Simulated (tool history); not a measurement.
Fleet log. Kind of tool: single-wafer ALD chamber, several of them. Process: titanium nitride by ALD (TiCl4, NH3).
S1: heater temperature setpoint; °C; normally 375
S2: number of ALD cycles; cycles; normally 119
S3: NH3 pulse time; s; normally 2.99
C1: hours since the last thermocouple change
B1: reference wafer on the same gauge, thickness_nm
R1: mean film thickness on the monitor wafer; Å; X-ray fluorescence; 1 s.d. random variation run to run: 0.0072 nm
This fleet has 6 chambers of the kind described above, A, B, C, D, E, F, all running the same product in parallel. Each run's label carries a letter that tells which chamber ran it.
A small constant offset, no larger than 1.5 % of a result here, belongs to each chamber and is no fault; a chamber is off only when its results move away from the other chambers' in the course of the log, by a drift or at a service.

Run 1A, day 0.238: usual settings; C1 981.2; B1 2.9511. Result: R1 26.357 Å.
Run 2D, day 0.492: usual settings; C1 211.3; B1 2.9497. Result: R1 26.445 Å.
Run 3F, day 0.854: usual settings; C1 1140.9; B1 2.951. Result: R1 26.112 Å.
Run 4C, day 1.15: usual settings; C1 737.4; B1 2.9484. Result: R1 26.618 Å.
Run 5E, day 1.396: usual settings but S2 104 cycles, S3 3.64 s; C1 1524.8; B1 2.9486. Result: R1 23.29 Å.
Run 6B, day 1.904: usual settings but S2 104 cycles, S3 3.64 s; C1 214; B1 2.9495. Result: R1 22.954 Å.
Run 7F, day 2.312: usual settings but S2 104 cycles, S3 3.64 s; C1 1175.9; B1 2.9484. Result: R1 23.184 Å.
Run 8A, day 2.812: usual settings but S2 104 cycles, S3 3.64 s; C1 1043; B1 2.9494. Result: R1 23.203 Å.
Run 9B, day 3.229: usual settings but S2 104 cycles, S3 3.64 s; C1 245.8; B1 2.9508. Result: R1 22.983 Å.
Run 10E, day 3.517: usual settings but S2 104 cycles, S3 3.64 s; C1 1575.7; B1 2.9486. Result: R1 23.345 Å.
Run 11D, day 3.971: usual settings; C1 294.8; B1 2.9499. Result: R1 26.395 Å.
Run 12C, day 4.238: usual settings but S3 3.56 s; C1 811.5; B1 2.9498. Result: R1 26.862 Å.
Run 13F, day 4.504: usual settings but S3 3.56 s; C1 1228.5; B1 2.951. Result: R1 26.301 Å.
Run 14C, day 4.754: usual settings but S3 3.56 s; C1 823.9; B1 2.9495. Result: R1 26.742 Å.
Run 15E, day 5.088: usual settings but S3 3.56 s; C1 1613.4; B1 2.9497. Result: R1 26.651 Å.
Run 16A, day 5.512: usual settings but S3 3.56 s; C1 1107.8; B1 2.951. Result: R1 26.476 Å.
Run 17B, day 5.892: usual settings but S3 3.56 s; C1 309.7; B1 2.9507. Result: R1 26.112 Å.
Run 18D, day 6.4: usual settings; C1 353.1; B1 2.9505. Result: R1 26.287 Å.
Run 19E, day 6.746: usual settings; C1 1653.2; B1 2.9501. Result: R1 26.386 Å.
Run 20B, day 7.212: usual settings; C1 341.4; B1 2.9503. Result: R1 26.126 Å.
Run 21D, day 7.488: usual settings but S1 370 °C, S2 96 cycles; C1 379.2; B1 2.9517. Result: R1 21.081 Å.
Run 22F, day 7.875: usual settings but S1 370 °C, S2 96 cycles; C1 1309.4; B1 2.951. Result: R1 21.038 Å.
Run 23A, day 8.388: usual settings but S1 370 °C, S2 96 cycles; C1 1176.8; B1 2.952. Result: R1 21.061 Å.
Run 24C, day 8.692: usual settings but S1 370 °C, S2 96 cycles; C1 918.4; B1 2.9491. Result: R1 21.203 Å.
Run 25D, day 9.083: usual settings but S1 370 °C, S2 96 cycles; C1 417.5; B1 2.9499. Result: R1 21.098 Å.
Run 26F, day 9.546: usual settings but S1 370 °C, S2 96 cycles; C1 1349.5; B1 2.9474. Result: R1 20.891 Å.
Run 27E, day 9.8: usual settings; C1 1726.5; B1 2.9515. Result: R1 26.395 Å.
Run 28C, day 10.258: usual settings; C1 956; B1 2.9518. Result: R1 26.501 Å.
Run 29B, day 10.654: usual settings; C1 424; B1 2.9513. Result: R1 26.12 Å.
Run 30A, day 11.054: usual settings; C1 1240.8; B1 2.9513. Result: R1 26.411 Å.
At day 11.538: chamber E: thermocouple changed; heater temperature recalibrated.
Run 31E, day 11.571: usual settings; C1 0.9; B1 2.9506. Result: R1 26.474 Å.
Run 32F, day 11.912: usual settings; C1 1406.3; B1 2.9483. Result: R1 26.131 Å.
Run 33C, day 12.35: usual settings; C1 1006.2; B1 2.9481. Result: R1 26.502 Å.
Run 34D, day 12.771: usual settings; C1 506; B1 2.9482. Result: R1 26.392 Å.
Run 35A, day 13.088: usual settings; C1 1289.6; B1 2.9494. Result: R1 26.485 Å.
Run 36B, day 13.429: usual settings; C1 490.6; B1 2.9493. Result: R1 26.119 Å.
Run 37B, day 13.683: usual settings; C1 496.7; B1 2.9492. Result: R1 25.98 Å.
Run 38C, day 13.971: usual settings; C1 1045.1; B1 2.9496. Result: R1 26.64 Å.
Run 39F, day 14.488: usual settings; C1 1468.1; B1 2.9486. Result: R1 26.052 Å.
Run 40A, day 14.842: usual settings; C1 1331.7; B1 2.9503. Result: R1 26.402 Å.
Run 41E, day 15.242: usual settings; C1 89; B1 2.95. Result: R1 26.421 Å.

Read the log: is a single chamber off, either drifting away or since a service, is the gauge that measures every chamber drifting, or is nothing wrong beyond small per-chamber offsets? Name any odd chamber and what most likely caused it.

Nothing is wrong: each chamber keeps only its own small, steady offset and the gauge holds still.
